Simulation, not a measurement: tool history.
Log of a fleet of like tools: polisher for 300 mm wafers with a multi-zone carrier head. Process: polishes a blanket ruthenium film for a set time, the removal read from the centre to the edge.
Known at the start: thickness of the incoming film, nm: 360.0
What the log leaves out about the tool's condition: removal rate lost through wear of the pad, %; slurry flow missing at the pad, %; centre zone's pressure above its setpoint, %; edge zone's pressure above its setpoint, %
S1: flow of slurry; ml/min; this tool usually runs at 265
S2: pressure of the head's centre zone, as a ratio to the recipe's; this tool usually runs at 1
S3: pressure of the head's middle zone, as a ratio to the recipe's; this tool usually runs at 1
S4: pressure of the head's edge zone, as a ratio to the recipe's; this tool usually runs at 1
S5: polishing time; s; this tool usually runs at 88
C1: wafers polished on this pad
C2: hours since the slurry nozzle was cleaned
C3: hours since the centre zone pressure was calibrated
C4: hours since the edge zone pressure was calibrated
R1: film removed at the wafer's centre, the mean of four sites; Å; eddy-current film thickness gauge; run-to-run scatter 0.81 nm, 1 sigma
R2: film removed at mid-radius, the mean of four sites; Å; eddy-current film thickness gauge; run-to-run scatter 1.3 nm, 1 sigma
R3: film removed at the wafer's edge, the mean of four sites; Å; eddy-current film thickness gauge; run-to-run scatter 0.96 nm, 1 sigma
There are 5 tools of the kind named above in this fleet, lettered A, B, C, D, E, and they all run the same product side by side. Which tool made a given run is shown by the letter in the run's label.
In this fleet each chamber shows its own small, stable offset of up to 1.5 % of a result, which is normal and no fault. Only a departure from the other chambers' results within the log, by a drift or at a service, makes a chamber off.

{"run": "1D", "hour": 9.2, "S1": 265, "S2": 1, "S3": 1, "S4": 1, "S5": 88, "C1": 149, "C2": 600.5, "C3": 779.1, "C4": 395.5, "R1": 929.47, "R2": 943.86, "R3": 917.88}
{"run": "2E", "hour": 15.1, "S1": 265, "S2": 1, "S3": 1, "S4": 1, "S5": 88, "C1": 149, "C2": 352.1, "C3": 749.6, "C4": 206.6, "R1": 928.92, "R2": 907.73, "R3": 925.21}
{"run": "3C", "hour": 23.7, "S1": 265, "S2": 1, "S3": 1, "S4": 1, "S5": 88, "C1": 961, "C2": 248.9, "C3": 54.3, "C4": 166.8, "R1": 917.77, "R2": 909.43, "R3": 911.35}
{"hour": 24.2, "done": "chamber E: centre zone pressure recalibrated"}
{"run": "4B", "hour": 30.0, "S1": 265, "S2": 1, "S3": 1, "S4": 1, "S5": 88, "C1": 582, "C2": 544.5, "C3": 546.3, "C4": 590, "R1": 914.98, "R2": 920.26, "R3": 915.56}
{"run": "5A", "hour": 39.1, "S1": 265, "S2": 1, "S3": 1, "S4": 1, "S5": 88, "C1": 831, "C2": 112.1, "C3": 695.4, "C4": 46.7, "R1": 920.79, "R2": 920.31, "R3": 951.52}
{"run": "6C", "hour": 43.3, "S1": 265, "S2": 1, "S3": 1, "S4": 1, "S5": 88, "C1": 1115, "C2": 268.5, "C3": 73.9, "C4": 186.4, "R1": 922.37, "R2": 916.38, "R3": 930.37}
{"run": "7D", "hour": 48.4, "S1": 265, "S2": 1, "S3": 1, "S4": 1, "S5": 88, "C1": 456, "C2": 639.7, "C3": 818.3, "C4": 434.7, "R1": 900.55, "R2": 918.54, "R3": 932.54}
{"run": "8A", "hour": 52.7, "S1": 265, "S2": 1, "S3": 1, "S4": 1, "S5": 88, "C1": 938, "C2": 125.7, "C3": 709, "C4": 60.3, "R1": 916.55, "R2": 927.72, "R3": 943.64}
{"hour": 56.0, "done": "chamber A: worn pad replaced by a new one"}
{"run": "9E", "hour": 58.6, "S1": 265, "S2": 1, "S3": 1, "S4": 1, "S5": 88, "C1": 490, "C2": 395.6, "C3": 34.4, "C4": 250.1, "R1": 918.41, "R2": 926.32, "R3": 917.49}
{"run": "10B", "hour": 63.1, "S1": 265, "S2": 1, "S3": 1, "S4": 1, "S5": 88, "C1": 841, "C2": 577.6, "C3": 579.4, "C4": 623.1, "R1": 911.84, "R2": 922.81, "R3": 895.1}
{"run": "11B", "hour": 68.3, "S1": 265, "S2": 1, "S3": 1, "S4": 1, "S5": 88, "C1": 882, "C2": 582.8, "C3": 584.6, "C4": 628.3, "R1": 927.92, "R2": 908.72, "R3": 904.87}
{"hour": 71.0, "done": "chamber C: worn pad replaced by a new one"}
{"hour": 74.0, "done": "chamber E: worn pad replaced by a new one"}
{"run": "12E", "hour": 74.3, "S1": 355, "S2": 1, "S3": 1, "S4": 1, "S5": 116, "C1": 2, "C2": 411.3, "C3": 50.1, "C4": 265.8, "R1": 1253.2, "R2": 1227.8, "R3": 1243}
{"hour": 76.3, "done": "chamber D: worn pad replaced by a new one"}
{"run": "13C", "hour": 80.0, "S1": 355, "S2": 1, "S3": 1, "S4": 1, "S5": 116, "C1": 71, "C2": 305.2, "C3": 110.6, "C4": 223.1, "R1": 1240.5, "R2": 1243.5, "R3": 1241.4}
{"run": "14A", "hour": 85.8, "S1": 355, "S2": 1, "S3": 1, "S4": 1, "S5": 116, "C1": 233, "C2": 158.8, "C3": 742.1, "C4": 93.4, "R1": 1251.5, "R2": 1242, "R3": 1243.5}
{"run": "15D", "hour": 91.8, "S1": 355, "S2": 1, "S3": 1, "S4": 1, "S5": 116, "C1": 121, "C2": 683.1, "C3": 861.7, "C4": 478.1, "R1": 1222.3, "R2": 1262.6, "R3": 1268}
{"run": "16E", "hour": 100.5, "S1": 355, "S2": 1, "S3": 1, "S4": 1, "S5": 116, "C1": 208, "C2": 437.5, "C3": 76.3, "C4": 292, "R1": 1224.2, "R2": 1258.7, "R3": 1245.6}
{"run": "17C", "hour": 105.6, "S1": 265, "S2": 1, "S3": 1, "S4": 1, "S5": 88, "C1": 271, "C2": 330.8, "C3": 136.2, "C4": 248.7, "R1": 912.01, "R2": 931.25, "R3": 939.35}
{"hour": 109.8, "done": "chamber D: slurry nozzle cleaned"}
{"run": "18B", "hour": 114.5, "S1": 265, "S2": 1, "S3": 1, "S4": 1, "S5": 88, "C1": 1244, "C2": 629, "C3": 630.8, "C4": 674.5, "R1": 921.85, "R2": 931.63, "R3": 911.36}
{"run": "19D", "hour": 119.1, "S1": 265, "S2": 0.95, "S3": 1, "S4": 1, "S5": 76, "C1": 335, "C2": 9.3, "C3": 889, "C4": 505.4, "R1": 750.7, "R2": 803.18, "R3": 781.76}
{"run": "20A", "hour": 123.6, "S1": 265, "S2": 0.95, "S3": 1, "S4": 1, "S5": 76, "C1": 530, "C2": 196.6, "C3": 779.9, "C4": 131.2, "R1": 755.53, "R2": 797.06, "R3": 791.1}
{"run": "21B", "hour": 133.0, "S1": 265, "S2": 0.95, "S3": 1, "S4": 1, "S5": 76, "C1": 1389, "C2": 647.5, "C3": 649.3, "C4": 693, "R1": 752.87, "R2": 814.19, "R3": 792.1}
{"hour": 137.0, "done": "chamber B: worn pad replaced by a new one"}
{"run": "22C", "hour": 141.1, "S1": 265, "S2": 0.95, "S3": 1, "S4": 1, "S5": 76, "C1": 550, "C2": 366.3, "C3": 171.7, "C4": 284.2, "R1": 750.02, "R2": 781.69, "R3": 793.59}
{"run": "23D", "hour": 145.4, "S1": 265, "S2": 0.95, "S3": 1, "S4": 1, "S5": 76, "C1": 541, "C2": 35.6, "C3": 915.3, "C4": 531.7, "R1": 754.09, "R2": 800.39, "R3": 794.52}
{"hour": 147.3, "done": "chamber E: slurry nozzle cleaned"}
{"hour": 151.2, "done": "chamber E: worn pad replaced by a new one"}
{"run": "24E", "hour": 153.9, "S1": 265, "S2": 1, "S3": 1, "S4": 1, "S5": 88, "C1": 21, "C2": 6.6, "C3": 129.7, "C4": 345.4, "R1": 911.15, "R2": 923.84, "R3": 901.84}
{"run": "25A", "hour": 163.3, "S1": 265, "S2": 1, "S3": 1, "S4": 1, "S5": 88, "C1": 841, "C2": 236.3, "C3": 819.6, "C4": 170.9, "R1": 925.18, "R2": 900.01, "R3": 936.07}
{"hour": 166.3, "done": "chamber A: worn pad replaced by a new one"}
{"run": "26C", "hour": 171.2, "S1": 265, "S2": 1, "S3": 1, "S4": 1, "S5": 88, "C1": 786, "C2": 396.4, "C3": 201.8, "C4": 314.3, "R1": 902.46, "R2": 910.68, "R3": 926.4}
{"hour": 180.3, "done": "chamber D: worn pad replaced by a new one"}
{"run": "27E", "hour": 180.7, "S1": 265, "S2": 1, "S3": 1, "S4": 1, "S5": 88, "C1": 231, "C2": 33.4, "C3": 156.5, "C4": 372.2, "R1": 917.15, "R2": 908.01, "R3": 905.66}
{"run": "28D", "hour": 187.5, "S1": 265, "S2": 1, "S3": 1, "S4": 1, "S5": 88, "C1": 56, "C2": 77.7, "C3": 957.4, "C4": 573.8, "R1": 905.88, "R2": 924.18, "R3": 921.34}
{"run": "29A", "hour": 194.1, "S1": 265, "S2": 1, "S3": 1, "S4": 1, "S5": 88, "C1": 218, "C2": 267.1, "C3": 850.4, "C4": 201.7, "R1": 924.31, "R2": 930.79, "R3": 923.77}
{"run": "30B", "hour": 199.5, "S1": 265, "S2": 1, "S3": 1, "S4": 1, "S5": 76, "C1": 490, "C2": 714, "C3": 715.8, "C4": 759.5, "R1": 792.01, "R2": 810.74, "R3": 793.51}
{"run": "31E", "hour": 208.8, "S1": 265, "S2": 1, "S3": 1, "S4": 1, "S5": 76, "C1": 452, "C2": 61.5, "C3": 184.6, "C4": 400.3, "R1": 797.86, "R2": 788.9, "R3": 793.3}
{"run": "32B", "hour": 217.8, "S1": 265, "S2": 1, "S3": 1, "S4": 1, "S5": 76, "C1": 633, "C2": 732.3, "C3": 734.1, "C4": 777.8, "R1": 802.39, "R2": 800.46, "R3": 783.69}
{"run": "33C", "hour": 223.4, "S1": 265, "S2": 1, "S3": 1, "S4": 1, "S5": 76, "C1": 1195, "C2": 448.6, "C3": 254, "C4": 366.5, "R1": 791.61, "R2": 771.25, "R3": 796.93}
{"run": "34A", "hour": 229.7, "S1": 265, "S2": 1, "S3": 1, "S4": 1, "S5": 76, "C1": 497, "C2": 302.7, "C3": 886, "C4": 237.3, "R1": 796.28, "R2": 798.09, "R3": 809.86}
{"run": "35D", "hour": 235.8, "S1": 265, "S2": 1, "S3": 1, "S4": 1, "S5": 88, "C1": 435, "C2": 126, "C3": 1005.7, "C4": 622.1, "R1": 911.22, "R2": 937.92, "R3": 926.46}

Next, all 5 chambers run the settings below, one line each with question marks for the results. What does each chamber give?
{"run": "36A", "hour": 242.7, "S1": 265, "S2": 1.06, "S3": 1, "S4": 1, "S5": 88, "R1": "?", "R2": "?", "R3": "?"}
{"run": "36B", "hour": 242.7, "S1": 265, "S2": 1.06, "S3": 1, "S4": 1, "S5": 88, "R1": "?", "R2": "?", "R3": "?"}
{"run": "36C", "hour": 242.7, "S1": 265, "S2": 1.06, "S3": 1, "S4": 1, "S5": 88, "R1": "?", "R2": "?", "R3": "?"}
{"run": "36D", "hour": 242.7, "S1": 265, "S2": 1.06, "S3": 1, "S4": 1, "S5": 88, "R1": "?", "R2": "?", "R3": "?"}
{"run": "36E", "hour": 242.7, "S1": 265, "S2": 1.06, "S3": 1, "S4": 1, "S5": 88, "R1": "?", "R2": "?", "R3": "?"}

run=36A R1=976.67 R2=937.9 R3=932.45
run=36B R1=985.9 R2=921.62 R3=914.19
run=36C R1=985.2 R2=911.44 R3=927.21
run=36D R1=972.97 R2=922.53 R3=925.21
run=36E R1=970.5 R2=912.33 R3=926.72

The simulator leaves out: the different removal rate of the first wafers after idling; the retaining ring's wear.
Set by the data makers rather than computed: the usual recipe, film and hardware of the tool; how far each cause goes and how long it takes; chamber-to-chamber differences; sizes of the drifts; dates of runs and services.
